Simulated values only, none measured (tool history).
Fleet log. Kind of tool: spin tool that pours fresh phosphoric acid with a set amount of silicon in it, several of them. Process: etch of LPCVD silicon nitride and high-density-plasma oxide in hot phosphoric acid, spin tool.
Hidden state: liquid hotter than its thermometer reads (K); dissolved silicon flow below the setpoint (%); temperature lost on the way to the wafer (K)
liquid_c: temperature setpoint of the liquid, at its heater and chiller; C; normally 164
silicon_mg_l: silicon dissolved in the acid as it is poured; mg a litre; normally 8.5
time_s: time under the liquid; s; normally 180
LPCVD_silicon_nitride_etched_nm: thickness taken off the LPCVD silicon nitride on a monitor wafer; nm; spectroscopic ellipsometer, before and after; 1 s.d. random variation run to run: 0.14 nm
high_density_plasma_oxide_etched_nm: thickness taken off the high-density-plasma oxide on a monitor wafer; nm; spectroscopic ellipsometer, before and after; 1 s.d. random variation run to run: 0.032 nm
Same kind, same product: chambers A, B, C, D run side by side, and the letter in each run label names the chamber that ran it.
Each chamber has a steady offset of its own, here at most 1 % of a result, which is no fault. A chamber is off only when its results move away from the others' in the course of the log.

run   hour  liquid_c  silicon_mg_l  time_s  hours since the thermometer was replaced  hours since the dissolved silicon flow meter was replaced  hours since the heated supply line was repaired  read-back film thickness of the LPCVD silicon nitride reference wafer, read on the same gauge (nm)  read-back film thickness of the high-density-plasma oxide reference wafer, read on the same gauge (nm)  LPCVD_silicon_nitride_etched_nm  high_density_plasma_oxide_etched_nm
 1D    4.7       164           8.5     180                                     790.4                                                     1197.1                                           1557.4                                                                                              110.04                                                                                                  129.98                           18.834                               0.6844
 2B    9.7       164           8.5     180                                    1415.8                                                       1627                                             1218                                                                                              109.99                                                                                                  129.99                           18.667                              0.67119
 3A   13.7       164           8.5     180                                    1970.2                                                      103.6                                           1276.8                                                                                              110.04                                                                                                  129.97                           19.057                              0.69441
 4C   18.4       164           8.5     180                                     687.2                                                     1437.2                                            421.6                                                                                              110.02                                                                                                  129.99                            18.79                              0.72507
 5B   22.4       164           8.5     180                                    1428.5                                                     1639.7                                           1230.7                                                                                                 110                                                                                                  130.01                           18.579                              0.69446
 6C   27.4       164           8.5     180                                     696.2                                                     1446.2                                            430.6                                                                                              110.01                                                                                                  130.05                           18.836                              0.64707
 7D     32       164           8.5     180                                     817.7                                                     1224.4                                           1584.7                                                                                              110.01                                                                                                     130                           18.944                              0.71719
 8A   35.8       164           8.5     180                                    1992.3                                                      125.7                                           1298.9                                                                                              110.01                                                                                                  129.99                           18.839                              0.71075
 9C   38.9       164           8.5     180                                     707.7                                                     1457.7                                            442.1                                                                                              109.99                                                                                                  129.98                           18.832                              0.66217
10B   43.7       164           8.5     180                                    1449.8                                                       1661                                             1252                                                                                              109.98                                                                                                     130                            18.76                              0.72049
11A   48.1       164           8.5     180                                    2004.6                                                        138                                           1311.2                                                                                                 110                                                                                                  130.03                           19.038                              0.70944
12D     53       164           8.5     180                                     838.7                                                     1245.4                                           1605.7                                                                                              109.99                                                                                                  130.01                           18.928                              0.74151
13D   56.7       164           8.5     180                                     842.4                                                     1249.1                                           1609.4                                                                                              109.99                                                                                                  129.99                           18.943                                0.697
14A   61.8       164           8.5     180                                    2018.3                                                      151.7                                           1324.9                                                                                              110.05                                                                                                  129.98                           18.888                              0.67952
15B   64.5       164           8.5     180                                    1470.6                                                     1681.8                                           1272.8                                                                                              109.98                                                                                                  130.02                           18.866                              0.66668
16C     67       164           8.5     180                                     735.8                                                     1485.8                                            470.2                                                                                              109.98                                                                                                  130.03                           18.832                              0.67177
17A   70.6     165.5          11.5     180                                    2027.1                                                      160.5                                           1333.7                                                                                              110.02                                                                                                     130                           19.741                              0.75873
18B     73     165.5          11.5     180                                    1479.1                                                     1690.3                                           1281.3                                                                                              109.99                                                                                                  130.02                           19.994                               0.7556
19C   77.4     165.5          11.5     180                                     746.2                                                     1496.2                                            480.6                                                                                              109.98                                                                                                  129.99                           19.774                              0.72878
20D   82.6     165.5          11.5     180                                     868.3                                                       1275                                           1635.3                                                                                                 110                                                                                                     130                           20.062                              0.73012
21B   86.2       164          14.5     180                                    1492.3                                                     1703.5                                           1294.5                                                                                              109.96                                                                                                  129.97                           18.775                              0.61072
22C   89.1       164          14.5     180                                     757.9                                                     1507.9                                            492.3                                                                                                 110                                                                                                  130.03                           18.753                              0.59515
23D   91.7       164          14.5     180                                     877.4                                                     1284.1                                           1644.4                                                                                              109.98                                                                                                  129.99                           19.004                              0.60019
24A   96.4       164          14.5     180                                    2052.9                                                      186.3                                           1359.5                                                                                              110.03                                                                                                  130.03                           19.204                              0.64865
25D     99       164           8.5     180                                     884.7                                                     1291.4                                           1651.7                                                                                              110.02                                                                                                  129.99                             18.9                              0.70994
26B  102.3       164           8.5     180                                    1508.4                                                     1719.6                                           1310.6                                                                                              110.01                                                                                                  129.99                            19.05                              0.74243
27C  105.3       164           8.5     180                                     774.1                                                     1524.1                                            508.5                                                                                              110.05                                                                                                     130                           18.663                               0.7068
28A  108.2       164           8.5     180                                    2064.7                                                      198.1                                           1371.3                                                                                              110.02                                                                                                  129.97                           19.104                              0.64903
29A  112.5       164           8.5     180                                      2069                                                      202.4                                           1375.6                                                                                              109.98                                                                                                  130.01                           18.602                              0.68796
30C  114.8       164           8.5     180                                     783.6                                                     1533.6                                              518                                                                                              109.97                                                                                                  130.01                           18.607                               0.7293
31D  119.5       164           8.5     180                                     905.2                                                     1311.9                                           1672.2                                                                                              110.01                                                                                                  129.98                           18.914                              0.69895
32B  124.7       164           8.5     180                                    1530.8                                                       1742                                             1333                                                                                              109.96                                                                                                  129.99                           18.959                              0.71818
33A  128.2       164           8.5     180                                    2084.7                                                      218.1                                           1391.3                                                                                              110.02                                                                                                  129.99                           18.773                              0.72721
34B  132.6     165.5           8.5      90                                    1538.7                                                     1749.9                                           1340.9                                                                                              110.02                                                                                                     130                           9.9154                              0.40998
35C  136.5     165.5           8.5      90                                     805.3                                                     1555.3                                            539.7                                                                                              110.02                                                                                                  130.02                           9.8904                              0.38181

Which is it: a chamber that has drifted or been left off by a service, a gauge drift common to all chambers, or only each chamber's usual small offset? If a chamber is off, name it and its likeliest cause.

All chambers stay in line apart from their small fixed offsets, and the gauge does not drift.

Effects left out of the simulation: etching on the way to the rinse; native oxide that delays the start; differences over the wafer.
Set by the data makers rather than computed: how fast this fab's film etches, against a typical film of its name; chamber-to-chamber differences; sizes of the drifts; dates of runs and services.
